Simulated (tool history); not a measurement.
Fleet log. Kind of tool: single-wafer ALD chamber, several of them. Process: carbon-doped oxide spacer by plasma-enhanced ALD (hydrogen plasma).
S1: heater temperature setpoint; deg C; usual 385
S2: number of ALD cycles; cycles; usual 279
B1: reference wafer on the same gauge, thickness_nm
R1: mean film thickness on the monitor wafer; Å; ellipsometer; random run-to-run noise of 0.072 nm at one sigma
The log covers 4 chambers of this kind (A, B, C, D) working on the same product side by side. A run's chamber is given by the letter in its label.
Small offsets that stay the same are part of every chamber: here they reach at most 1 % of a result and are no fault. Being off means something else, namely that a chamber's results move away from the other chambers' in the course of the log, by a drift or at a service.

{"run": "1B", "day": 0.35, "S1": 385, "S2": 279, "B1": 11.301, "R1": 139.2}
{"run": "2D", "day": 0.712, "S1": 385, "S2": 279, "B1": 11.295, "R1": 139.34}
{"run": "3C", "day": 1.092, "S1": 385, "S2": 279, "B1": 11.297, "R1": 139.22}
{"run": "4A", "day": 1.533, "S1": 385, "S2": 279, "B1": 11.302, "R1": 141.67}
{"run": "5A", "day": 1.812, "S1": 385, "S2": 279, "B1": 11.288, "R1": 140.68}
{"run": "6B", "day": 2.2, "S1": 385, "S2": 258, "B1": 11.286, "R1": 128.39}
{"run": "7C", "day": 2.467, "S1": 385, "S2": 258, "B1": 11.306, "R1": 128.98}
{"run": "8D", "day": 2.833, "S1": 385, "S2": 258, "B1": 11.3, "R1": 128.52}
{"run": "9D", "day": 3.325, "S1": 385, "S2": 258, "B1": 11.29, "R1": 127.79}
{"run": "10C", "day": 3.771, "S1": 378, "S2": 279, "B1": 11.29, "R1": 139.84}
{"run": "11B", "day": 4.05, "S1": 378, "S2": 279, "B1": 11.312, "R1": 138.35}
{"run": "12A", "day": 4.571, "S1": 378, "S2": 279, "B1": 11.293, "R1": 139.49}
{"run": "13B", "day": 4.879, "S1": 378, "S2": 279, "B1": 11.304, "R1": 138.44}
{"run": "14A", "day": 5.304, "S1": 385, "S2": 279, "B1": 11.295, "R1": 139.92}
{"run": "15D", "day": 5.775, "S1": 385, "S2": 279, "B1": 11.3, "R1": 138.96}
{"run": "16C", "day": 6.146, "S1": 385, "S2": 279, "B1": 11.298, "R1": 139.41}
{"run": "17A", "day": 6.442, "S1": 385, "S2": 279, "B1": 11.293, "R1": 140.13}
{"run": "18D", "day": 6.721, "S1": 391, "S2": 236, "B1": 11.284, "R1": 117.71}
{"run": "19C", "day": 7.038, "S1": 391, "S2": 236, "B1": 11.303, "R1": 118.46}
{"run": "20B", "day": 7.446, "S1": 391, "S2": 236, "B1": 11.305, "R1": 117.69}
{"run": "21B", "day": 7.779, "S1": 391, "S2": 236, "B1": 11.303, "R1": 118.71}
{"run": "22A", "day": 8.271, "S1": 385, "S2": 279, "B1": 11.316, "R1": 140.73}
{"run": "23D", "day": 8.7, "S1": 385, "S2": 279, "B1": 11.293, "R1": 138.47}
{"run": "24C", "day": 8.942, "S1": 385, "S2": 279, "B1": 11.31, "R1": 140.28}
{"run": "25B", "day": 9.342, "S1": 378, "S2": 279, "B1": 11.308, "R1": 140.15}
{"run": "26C", "day": 9.783, "S1": 378, "S2": 279, "B1": 11.313, "R1": 139.32}
{"run": "27D", "day": 10.05, "S1": 378, "S2": 279, "B1": 11.31, "R1": 138.79}

Does one chamber stand apart from the rest, does the shared gauge drift, or is all well apart from small per-chamber offsets? Give the chamber and the most likely cause, where there is one.

Nothing is wrong: each chamber keeps only its own small, steady offset and the gauge holds still.
